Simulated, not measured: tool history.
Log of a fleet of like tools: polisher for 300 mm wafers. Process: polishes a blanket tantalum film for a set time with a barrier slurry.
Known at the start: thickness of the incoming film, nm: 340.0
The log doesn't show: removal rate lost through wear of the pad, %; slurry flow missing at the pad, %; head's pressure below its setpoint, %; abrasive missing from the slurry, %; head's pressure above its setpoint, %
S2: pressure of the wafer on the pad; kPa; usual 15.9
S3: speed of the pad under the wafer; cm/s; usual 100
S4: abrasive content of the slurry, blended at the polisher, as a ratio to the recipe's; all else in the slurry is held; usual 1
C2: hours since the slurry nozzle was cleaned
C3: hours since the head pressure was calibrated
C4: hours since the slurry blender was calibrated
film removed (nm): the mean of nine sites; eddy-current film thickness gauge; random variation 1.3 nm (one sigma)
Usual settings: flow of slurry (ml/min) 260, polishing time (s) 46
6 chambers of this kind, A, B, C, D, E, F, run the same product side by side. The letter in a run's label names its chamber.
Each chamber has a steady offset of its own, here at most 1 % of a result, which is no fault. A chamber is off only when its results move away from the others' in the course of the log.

{"hour": 1.7, "done": "chamber E: slurry blender recalibrated"}
{"run": "1D", "hour": 4.9, "flow of slurry (ml/min)": 260, "S2": 15.9, "S3": 100, "S4": 1, "polishing time (s)": 46, "wafers polished on this pad": 673, "C2": 304.3, "C3": 854.8, "C4": 9.6, "film removed (nm)": 97.156}
{"run": "2E", "hour": 7.6, "flow of slurry (ml/min)": 260, "S2": 15.9, "S3": 100, "S4": 1, "polishing time (s)": 46, "wafers polished on this pad": 492, "C2": 688.6, "C3": 785.9, "C4": 5.9, "film removed (nm)": 92.886}
{"run": "3F", "hour": 12.8, "flow of slurry (ml/min)": 260, "S2": 15.9, "S3": 100, "S4": 1, "polishing time (s)": 46, "wafers polished on this pad": 203, "C2": 249.5, "C3": 375.4, "C4": 29.7, "film removed (nm)": 93.351}
{"hour": 13.3, "done": "chamber A: worn pad replaced by a new one"}
{"run": "4A", "hour": 17.6, "flow of slurry (ml/min)": 260, "S2": 15.9, "S3": 100, "S4": 1, "polishing time (s)": 46, "wafers polished on this pad": 46, "C2": 110.8, "C3": 348.2, "C4": 348.2, "film removed (nm)": 92.567}
{"hour": 19.8, "done": "chamber E: slurry nozzle cleaned"}
{"run": "5C", "hour": 22.8, "flow of slurry (ml/min)": 260, "S2": 15.9, "S3": 100, "S4": 1, "polishing time (s)": 46, "wafers polished on this pad": 391, "C2": 163.7, "C3": 175.1, "C4": 138.5, "film removed (nm)": 95.145}
{"hour": 24.3, "done": "chamber B: worn pad replaced by a new one"}
{"hour": 25.1, "done": "chamber A: slurry blender recalibrated"}
{"run": "6B", "hour": 26.2, "flow of slurry (ml/min)": 260, "S2": 15.9, "S3": 100, "S4": 1, "polishing time (s)": 46, "wafers polished on this pad": 20, "C2": 82.9, "C3": 303.6, "C4": 57.7, "film removed (nm)": 93.778}
{"hour": 28.9, "done": "chamber C: slurry blender recalibrated"}
{"run": "7A", "hour": 31.8, "flow of slurry (ml/min)": 260, "S2": 15.9, "S3": 100, "S4": 1, "polishing time (s)": 46, "wafers polished on this pad": 198, "C2": 125, "C3": 362.4, "C4": 6.8, "film removed (nm)": 95.512}
{"run": "8C", "hour": 35.4, "flow of slurry (ml/min)": 260, "S2": 15.9, "S3": 100, "S4": 1, "polishing time (s)": 46, "wafers polished on this pad": 526, "C2": 176.3, "C3": 187.7, "C4": 6.5, "film removed (nm)": 94.671}
{"hour": 37.5, "done": "chamber D: worn pad replaced by a new one"}
{"run": "9D", "hour": 38.7, "flow of slurry (ml/min)": 260, "S2": 15.9, "S3": 100, "S4": 1, "polishing time (s)": 46, "wafers polished on this pad": 12, "C2": 338.1, "C3": 888.6, "C4": 43.4, "film removed (nm)": 93.872}
{"run": "10B", "hour": 41.5, "flow of slurry (ml/min)": 260, "S2": 15.9, "S3": 100, "S4": 1, "polishing time (s)": 46, "wafers polished on this pad": 184, "C2": 98.2, "C3": 318.9, "C4": 73, "film removed (nm)": 95.36}
{"hour": 45.2, "done": "chamber A: head pressure recalibrated"}
{"run": "11E", "hour": 45.4, "flow of slurry (ml/min)": 260, "S2": 15.9, "S3": 100, "S4": 1, "polishing time (s)": 46, "wafers polished on this pad": 896, "C2": 25.6, "C3": 823.7, "C4": 43.7, "film removed (nm)": 92.399}
{"run": "12F", "hour": 49.8, "flow of slurry (ml/min)": 260, "S2": 15.9, "S3": 100, "S4": 1, "polishing time (s)": 46, "wafers polished on this pad": 599, "C2": 286.5, "C3": 412.4, "C4": 66.7, "film removed (nm)": 93.269}
{"run": "13D", "hour": 54.6, "flow of slurry (ml/min)": 260, "S2": 15.9, "S3": 100, "S4": 1, "polishing time (s)": 46, "wafers polished on this pad": 183, "C2": 354, "C3": 904.5, "C4": 59.3, "film removed (nm)": 94.829}
{"run": "14F", "hour": 60.4, "flow of slurry (ml/min)": 260, "S2": 15.9, "S3": 100, "S4": 1, "polishing time (s)": 46, "wafers polished on this pad": 712, "C2": 297.1, "C3": 423, "C4": 77.3, "film removed (nm)": 91.872}
{"run": "15B", "hour": 63.9, "flow of slurry (ml/min)": 260, "S2": 15.9, "S3": 100, "S4": 1, "polishing time (s)": 46, "wafers polished on this pad": 423, "C2": 120.6, "C3": 341.3, "C4": 95.4, "film removed (nm)": 94.587}
{"hour": 65.8, "done": "chamber B: worn pad replaced by a new one"}
{"run": "16A", "hour": 68.1, "flow of slurry (ml/min)": 260, "S2": 15.9, "S3": 100, "S4": 1, "polishing time (s)": 46, "wafers polished on this pad": 586, "C2": 161.3, "C3": 23, "C4": 43.1, "film removed (nm)": 92.536}
{"hour": 70.1, "done": "chamber C: worn pad replaced by a new one"}
{"run": "17E", "hour": 74.2, "flow of slurry (ml/min)": 260, "S2": 15.9, "S3": 100, "S4": 1, "polishing time (s)": 46, "wafers polished on this pad": 1204, "C2": 54.4, "C3": 852.5, "C4": 72.5, "film removed (nm)": 92.542}
{"run": "18C", "hour": 77.7, "flow of slurry (ml/min)": 260, "S2": 15.9, "S3": 100, "S4": 1, "polishing time (s)": 46, "wafers polished on this pad": 81, "C2": 218.6, "C3": 230, "C4": 48.8, "film removed (nm)": 95.517}
{"run": "19F", "hour": 81.9, "flow of slurry (ml/min)": 260, "S2": 15.9, "S3": 100, "S4": 1, "polishing time (s)": 46, "wafers polished on this pad": 942, "C2": 318.6, "C3": 444.5, "C4": 98.8, "film removed (nm)": 94.204}
{"run": "20C", "hour": 87.5, "flow of slurry (ml/min)": 260, "S2": 15.9, "S3": 100, "S4": 1, "polishing time (s)": 46, "wafers polished on this pad": 186, "C2": 228.4, "C3": 239.8, "C4": 58.6, "film removed (nm)": 92.136}
{"hour": 87.6, "done": "chamber F: worn pad replaced by a new one"}
{"hour": 89.1, "done": "chamber F: head pressure recalibrated"}
{"run": "21B", "hour": 92.5, "flow of slurry (ml/min)": 260, "S2": 15.9, "S3": 100, "S4": 1, "polishing time (s)": 46, "wafers polished on this pad": 285, "C2": 149.2, "C3": 369.9, "C4": 124, "film removed (nm)": 94.342}
{"hour": 95.4, "done": "chamber E: worn pad replaced by a new one"}
{"run": "22E", "hour": 98.2, "flow of slurry (ml/min)": 260, "S2": 15.9, "S3": 100, "S4": 1, "polishing time (s)": 46, "wafers polished on this pad": 30, "C2": 78.4, "C3": 876.5, "C4": 96.5, "film removed (nm)": 93.342}
{"hour": 99.0, "done": "chamber A: worn pad replaced by a new one"}
{"hour": 102.7, "done": "chamber D: head pressure recalibrated"}
{"run": "23D", "hour": 104.1, "flow of slurry (ml/min)": 225, "S2": 13.8, "S3": 100, "S4": 1, "polishing time (s)": 46, "wafers polished on this pad": 712, "C2": 403.5, "C3": 1.5, "C4": 108.8, "film removed (nm)": 80.654}
{"hour": 106.6, "done": "chamber B: worn pad replaced by a new one"}
{"run": "24A", "hour": 107.9, "flow of slurry (ml/min)": 225, "S2": 13.8, "S3": 100, "S4": 1, "polishing time (s)": 46, "wafers polished on this pad": 95, "C2": 201.1, "C3": 62.8, "C4": 82.9, "film removed (nm)": 80.972}
{"run": "25C", "hour": 111.2, "flow of slurry (ml/min)": 225, "S2": 13.8, "S3": 100, "S4": 1, "polishing time (s)": 46, "wafers polished on this pad": 439, "C2": 252.1, "C3": 263.5, "C4": 82.3, "film removed (nm)": 81.008}
{"run": "26A", "hour": 114.7, "flow of slurry (ml/min)": 225, "S2": 13.8, "S3": 100, "S4": 1, "polishing time (s)": 46, "wafers polished on this pad": 168, "C2": 207.9, "C3": 69.6, "C4": 89.7, "film removed (nm)": 79.341}
{"run": "27D", "hour": 118.1, "flow of slurry (ml/min)": 225, "S2": 13.8, "S3": 100, "S4": 1, "polishing time (s)": 46, "wafers polished on this pad": 862, "C2": 417.5, "C3": 15.5, "C4": 122.8, "film removed (nm)": 78.456}
{"run": "28F", "hour": 120.8, "flow of slurry (ml/min)": 225, "S2": 13.8, "S3": 100, "S4": 1, "polishing time (s)": 46, "wafers polished on this pad": 355, "C2": 357.5, "C3": 31.7, "C4": 137.7, "film removed (nm)": 82.404}
{"run": "29E", "hour": 124.0, "flow of slurry (ml/min)": 260, "S2": 15.9, "S3": 100, "S4": 1, "polishing time (s)": 46, "wafers polished on this pad": 306, "C2": 104.2, "C3": 902.3, "C4": 122.3, "film removed (nm)": 93.88}
{"run": "30B", "hour": 127.0, "flow of slurry (ml/min)": 260, "S2": 15.9, "S3": 100, "S4": 1, "polishing time (s)": 46, "wafers polished on this pad": 218, "C2": 183.7, "C3": 404.4, "C4": 158.5, "film removed (nm)": 92.243}
{"run": "31E", "hour": 130.7, "flow of slurry (ml/min)": 260, "S2": 15.9, "S3": 100, "S4": 1, "polishing time (s)": 46, "wafers polished on this pad": 378, "C2": 110.9, "C3": 909, "C4": 129, "film removed (nm)": 93.753}
{"run": "32D", "hour": 135.9, "flow of slurry (ml/min)": 260, "S2": 15.9, "S3": 100, "S4": 1, "polishing time (s)": 46, "wafers polished on this pad": 1052, "C2": 435.3, "C3": 33.3, "C4": 140.6, "film removed (nm)": 94.323}
{"run": "33C", "hour": 141.8, "flow of slurry (ml/min)": 260, "S2": 15.9, "S3": 100, "S4": 1, "polishing time (s)": 46, "wafers polished on this pad": 767, "C2": 282.7, "C3": 294.1, "C4": 112.9, "film removed (nm)": 95.849}
{"run": "34F", "hour": 147.1, "flow of slurry (ml/min)": 260, "S2": 15.9, "S3": 100, "S4": 1, "polishing time (s)": 46, "wafers polished on this pad": 637, "C2": 383.8, "C3": 58, "C4": 164, "film removed (nm)": 95.673}
{"hour": 150.5, "done": "chamber B: worn pad replaced by a new one"}
{"run": "35A", "hour": 153.2, "flow of slurry (ml/min)": 260, "S2": 15.9, "S3": 100, "S4": 1, "polishing time (s)": 40, "wafers polished on this pad": 580, "C2": 246.4, "C3": 108.1, "C4": 128.2, "film removed (nm)": 83.868}
{"run": "36B", "hour": 156.7, "flow of slurry (ml/min)": 260, "S2": 15.9, "S3": 100, "S4": 1, "polishing time (s)": 40, "wafers polished on this pad": 66, "C2": 213.4, "C3": 434.1, "C4": 188.2, "film removed (nm)": 81.127}
{"hour": 157.7, "done": "chamber C: worn pad replaced by a new one"}
{"hour": 160.0, "done": "chamber D: worn pad replaced by a new one"}
{"run": "37C", "hour": 161.0, "flow of slurry (ml/min)": 260, "S2": 15.9, "S3": 100, "S4": 1, "polishing time (s)": 40, "wafers polished on this pad": 36, "C2": 301.9, "C3": 313.3, "C4": 132.1, "film removed (nm)": 81.355}
{"run": "38B", "hour": 165.5, "flow of slurry (ml/min)": 260, "S2": 15.9, "S3": 100, "S4": 1, "polishing time (s)": 40, "wafers polished on this pad": 160, "C2": 222.2, "C3": 442.9, "C4": 197, "film removed (nm)": 81.838}
{"run": "39A", "hour": 168.4, "flow of slurry (ml/min)": 260, "S2": 15.9, "S3": 100, "S4": 1, "polishing time (s)": 40, "wafers polished on this pad": 742, "C2": 261.6, "C3": 123.3, "C4": 143.4, "film removed (nm)": 83.498}
{"run": "40E", "hour": 171.3, "flow of slurry (ml/min)": 260, "S2": 15.9, "S3": 100, "S4": 1, "polishing time (s)": 40, "wafers polished on this pad": 812, "C2": 151.5, "C3": 949.6, "C4": 169.6, "film removed (nm)": 82.017}
{"hour": 173.2, "done": "chamber F: worn pad replaced by a new one"}
{"run": "41D", "hour": 176.6, "flow of slurry (ml/min)": 260, "S2": 15.9, "S3": 100, "S4": 1, "polishing time (s)": 46, "wafers polished on this pad": 178, "C2": 476, "C3": 74, "C4": 181.3, "film removed (nm)": 95.38}
{"run": "42F", "hour": 181.9, "flow of slurry (ml/min)": 260, "S2": 18.6, "S3": 100, "S4": 1, "polishing time (s)": 46, "wafers polished on this pad": 93, "C2": 418.6, "C3": 92.8, "C4": 198.8, "film removed (nm)": 112.65}

Is one chamber off against the others, does the gauge drift, or is nothing wrong? If a chamber is off, say which, and what the likeliest cause is.

No chamber stands off beyond its own small offset, and the gauge holds steady.
